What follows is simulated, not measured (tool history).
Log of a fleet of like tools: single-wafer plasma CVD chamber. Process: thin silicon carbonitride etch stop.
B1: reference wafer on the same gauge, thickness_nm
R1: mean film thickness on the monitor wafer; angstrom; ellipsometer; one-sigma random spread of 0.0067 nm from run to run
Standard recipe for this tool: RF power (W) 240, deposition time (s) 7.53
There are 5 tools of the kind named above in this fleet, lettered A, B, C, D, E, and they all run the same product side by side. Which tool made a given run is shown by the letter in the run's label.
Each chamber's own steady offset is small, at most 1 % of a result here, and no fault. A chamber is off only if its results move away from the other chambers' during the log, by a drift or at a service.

run 1A day=0.129 | RF_power_(W)=240 deposition_time_(s)=7.53 | B1=4.0001 | R1=45.344
run 2C day=0.358 | RF_power_(W)=240 deposition_time_(s)=7.53 | B1=3.9996 | R1=45.566
run 3D day=0.629 | RF_power_(W)=240 deposition_time_(s)=7.53 | B1=4.0018 | R1=45.345
run 4E day=0.808 | RF_power_(W)=240 deposition_time_(s)=7.53 | B1=4.0039 | R1=45.64
run 5B day=1.05 | RF_power_(W)=240 deposition_time_(s)=7.53 | B1=4.0028 | R1=45.276
-- day=1.129 chamber C: RF generator calibrated
run 6A day=1.283 | RF_power_(W)=240 deposition_time_(s)=7.53 | B1=4.0037 | R1=45.391
run 7E day=1.538 | RF_power_(W)=240 deposition_time_(s)=7.53 | B1=4.0037 | R1=45.686
run 8D day=1.662 | RF_power_(W)=275 deposition_time_(s)=8.46 | B1=4.0062 | R1=53.055
run 9C day=1.85 | RF_power_(W)=275 deposition_time_(s)=8.46 | B1=4.0063 | R1=53.435
run 10B day=2.062 | RF_power_(W)=275 deposition_time_(s)=8.46 | B1=4.0065 | R1=53.041
run 11C day=2.267 | RF_power_(W)=275 deposition_time_(s)=8.46 | B1=4.0085 | R1=53.415
run 12E day=2.475 | RF_power_(W)=275 deposition_time_(s)=8.46 | B1=4.0074 | R1=53.283
run 13A day=2.767 | RF_power_(W)=240 deposition_time_(s)=7.53 | B1=4.0085 | R1=45.476
run 14B day=2.917 | RF_power_(W)=240 deposition_time_(s)=7.53 | B1=4.009 | R1=45.377
run 15D day=3.188 | RF_power_(W)=240 deposition_time_(s)=7.53 | B1=4.0104 | R1=45.386
run 16C day=3.333 | RF_power_(W)=240 deposition_time_(s)=7.53 | B1=4.0115 | R1=45.658
run 17E day=3.504 | RF_power_(W)=240 deposition_time_(s)=7.53 | B1=4.01 | R1=45.74
run 18D day=3.725 | RF_power_(W)=240 deposition_time_(s)=7.53 | B1=4.0128 | R1=45.437
run 19A day=3.854 | RF_power_(W)=240 deposition_time_(s)=7.53 | B1=4.0133 | R1=45.367
run 20B day=4.021 | RF_power_(W)=240 deposition_time_(s)=7.53 | B1=4.0122 | R1=45.596
run 21D day=4.175 | RF_power_(W)=240 deposition_time_(s)=7.53 | B1=4.0132 | R1=45.522
run 22B day=4.45 | RF_power_(W)=200 deposition_time_(s)=8.04 | B1=4.0148 | R1=46.098
run 23E day=4.717 | RF_power_(W)=200 deposition_time_(s)=8.04 | B1=4.0148 | R1=46.114
run 24A day=4.958 | RF_power_(W)=200 deposition_time_(s)=8.04 | B1=4.0154 | R1=45.988
run 25C day=5.158 | RF_power_(W)=200 deposition_time_(s)=8.04 | B1=4.016 | R1=46.132
run 26B day=5.312 | RF_power_(W)=200 deposition_time_(s)=8.04 | B1=4.0185 | R1=46.172
run 27E day=5.471 | RF_power_(W)=240 deposition_time_(s)=7.53 | B1=4.0172 | R1=45.744
run 28C day=5.692 | RF_power_(W)=240 deposition_time_(s)=7.53 | B1=4.019 | R1=45.631
run 29D day=5.854 | RF_power_(W)=240 deposition_time_(s)=6.06 | B1=4.0178 | R1=36.616
run 30A day=6.129 | RF_power_(W)=240 deposition_time_(s)=6.06 | B1=4.0199 | R1=36.638
run 31E day=6.346 | RF_power_(W)=240 deposition_time_(s)=6.06 | B1=4.0215 | R1=36.744
run 32C day=6.475 | RF_power_(W)=240 deposition_time_(s)=6.06 | B1=4.0204 | R1=36.829
run 33A day=6.712 | RF_power_(W)=240 deposition_time_(s)=6.06 | B1=4.0219 | R1=36.673
run 34D day=6.85 | RF_power_(W)=240 deposition_time_(s)=7.53 | B1=4.0239 | R1=45.489
run 35B day=7.033 | RF_power_(W)=255 deposition_time_(s)=6.39 | B1=4.0235 | R1=39.426
run 36B day=7.167 | RF_power_(W)=255 deposition_time_(s)=6.39 | B1=4.0227 | R1=39.414

Next, every chamber runs the same settings. What will each give?
run 37A day=7.375 | RF_power_(W)=240 deposition_time_(s)=7.53 | R1=?
run 37B day=7.375 | RF_power_(W)=240 deposition_time_(s)=7.53 | R1=?
run 37C day=7.375 | RF_power_(W)=240 deposition_time_(s)=7.53 | R1=?
run 37D day=7.375 | RF_power_(W)=240 deposition_time_(s)=7.53 | R1=?
run 37E day=7.375 | RF_power_(W)=240 deposition_time_(s)=7.53 | R1=?

run=37A R1=45.629
run=37B R1=45.655
run=37C R1=45.86
run=37D R1=45.705
run=37E R1=45.755
